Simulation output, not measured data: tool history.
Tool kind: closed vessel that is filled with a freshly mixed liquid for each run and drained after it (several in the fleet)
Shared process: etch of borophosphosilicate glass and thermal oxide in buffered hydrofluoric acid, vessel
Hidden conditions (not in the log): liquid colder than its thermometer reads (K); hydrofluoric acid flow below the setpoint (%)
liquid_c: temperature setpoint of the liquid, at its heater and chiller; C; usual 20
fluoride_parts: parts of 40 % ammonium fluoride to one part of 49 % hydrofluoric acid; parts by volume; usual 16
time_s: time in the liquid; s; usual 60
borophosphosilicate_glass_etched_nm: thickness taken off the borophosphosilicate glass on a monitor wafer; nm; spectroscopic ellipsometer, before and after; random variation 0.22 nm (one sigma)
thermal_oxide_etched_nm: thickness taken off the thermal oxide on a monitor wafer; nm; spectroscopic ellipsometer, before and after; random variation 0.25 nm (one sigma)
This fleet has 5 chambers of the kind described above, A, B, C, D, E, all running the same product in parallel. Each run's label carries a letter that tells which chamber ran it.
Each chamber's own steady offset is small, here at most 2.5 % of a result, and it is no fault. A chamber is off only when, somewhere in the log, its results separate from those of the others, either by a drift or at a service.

run	hour	liquid_c	fluoride_parts	time_s	hours since the thermometer was replaced	hours since the hydrofluoric acid flow meter was replaced	read-back film thickness of the borophosphosilicate glass reference wafer, read on the same gauge (nm)	read-back film thickness of the thermal oxide reference wafer, read on the same gauge (nm)	borophosphosilicate_glass_etched_nm	thermal_oxide_etched_nm
1E	7.1	20	16	60	980.6	130.9	100.000	30.016	43.234	35.522
2D	15.4	20	16	60	355.3	635.4	99.991	29.995	43.727	35.021
3A	25.1	20	16	60	503.2	422.7	100.040	29.994	42.425	35.187
4C	34.8	20	16	60	162.2	283.4	100.010	30.015	43.255	35.665
5B	39.4	20	16	60	1374.0	529.0	99.999	30.001	43.568	34.571
6D	47.3	20	16	60	387.2	667.3	99.981	29.992	43.955	34.998
7C	53.6	20	16	60	181.0	302.2	100.020	29.996	43.046	35.276
8A	59.8	20	10	60	537.9	457.4	99.979	29.989	68.544	56.706
9E	66.0	20	10	60	1039.5	189.8	99.970	30.001	68.658	55.889
10B	70.7	20	10	60	1405.3	560.3	99.993	30.013	68.129	53.849
11C	78.7	20	10	60	206.1	327.3	100.020	30.011	68.527	55.603
12A	87.3	20	10	60	565.4	484.9	100.020	30.006	67.991	56.345
13D	93.1	20	16	60	433.0	713.1	99.957	29.999	43.276	34.966
14E	99.6	20	16	60	1073.1	223.4	100.020	30.002	42.945	35.069
15B	103.8	20	16	60	1438.4	593.4	99.971	29.989	43.379	34.637
16B	113.5	20	16	60	1448.1	603.1	99.940	30.040	42.680	34.154
17A	118.7	20	16	60	596.8	516.3	100.010	29.989	42.777	34.730
18D	123.3	20	16	60	463.2	743.3	100.010	29.996	43.964	35.190
# hour 131.5: chamber A: hydrofluoric acid flow meter replaced
19C	131.6	20	22	80	259.0	380.2	100.010	30.004	43.703	35.264
20E	139.8	20	22	80	1113.3	263.6	100.020	29.983	43.264	35.153
21E	148.3	20	22	80	1121.8	272.1	100.000	30.003	43.631	35.339
22A	156.8	20	22	80	634.9	25.3	99.995	30.000	42.756	35.577
23B	162.7	20	22	80	1497.3	652.3	99.974	30.001	43.194	34.607
24C	169.1	20	16	60	296.5	417.7	99.977	29.990	43.078	35.514
25D	174.0	20	16	60	513.9	794.0	99.983	30.006	43.754	35.301
26D	180.5	20	16	60	520.4	800.5	99.970	29.994	43.444	35.711
27A	187.1	20	16	60	665.2	55.6	100.050	30.002	43.009	35.739
28E	192.7	20	16	60	1166.2	316.5	100.000	30.022	43.150	35.210
29C	202.5	20	21	95	329.9	451.1	100.050	29.975	52.875	43.263
30B	208.1	20	21	95	1542.7	697.7	100.010	29.976	53.340	42.996
31D	212.6	20	21	95	552.5	832.6	99.995	30.016	53.155	43.270
32A	217.8	20	21	95	695.9	86.3	99.981	30.012	52.693	43.263
33E	222.5	20	21	95	1196.0	346.3	100.020	29.980	53.117	43.833
34B	228.0	18	16	60	1562.6	717.6	99.999	30.008	38.496	30.729
35C	232.5	18	16	60	359.9	481.1	100.000	29.998	38.821	31.640
36E	242.2	18	16	60	1215.7	366.0	100.050	30.003	38.839	31.533
37D	247.5	18	16	60	587.4	867.5	100.010	30.017	39.272	31.460
# hour 248.9: chamber B: hydrofluoric acid flow meter replaced
38B	252.2	18	16	60	1586.8	3.4	100.010	29.983	39.050	31.073
39A	261.3	20	16	60	739.4	129.8	100.030	29.997	42.551	35.465
40C	270.2	24	16	60	397.6	518.8	99.940	29.974	54.103	43.545
41E	276.0	24	16	60	1249.5	399.8	99.972	30.005	54.291	44.407

All chambers now run identical settings, listed one chamber a line with results as question marks. What results will each chamber show?
42A	283.0	20	14	60					?	?
42B	283.0	20	14	60					?	?
42C	283.0	20	14	60					?	?
42D	283.0	20	14	60					?	?
42E	283.0	20	14	60					?	?

run	borophosphosilicate_glass_etched_nm	thermal_oxide_etched_nm
42A	49.294	40.409
42B	48.839	39.428
42C	49.707	40.376
42D	49.762	40.520
42E	49.399	40.576

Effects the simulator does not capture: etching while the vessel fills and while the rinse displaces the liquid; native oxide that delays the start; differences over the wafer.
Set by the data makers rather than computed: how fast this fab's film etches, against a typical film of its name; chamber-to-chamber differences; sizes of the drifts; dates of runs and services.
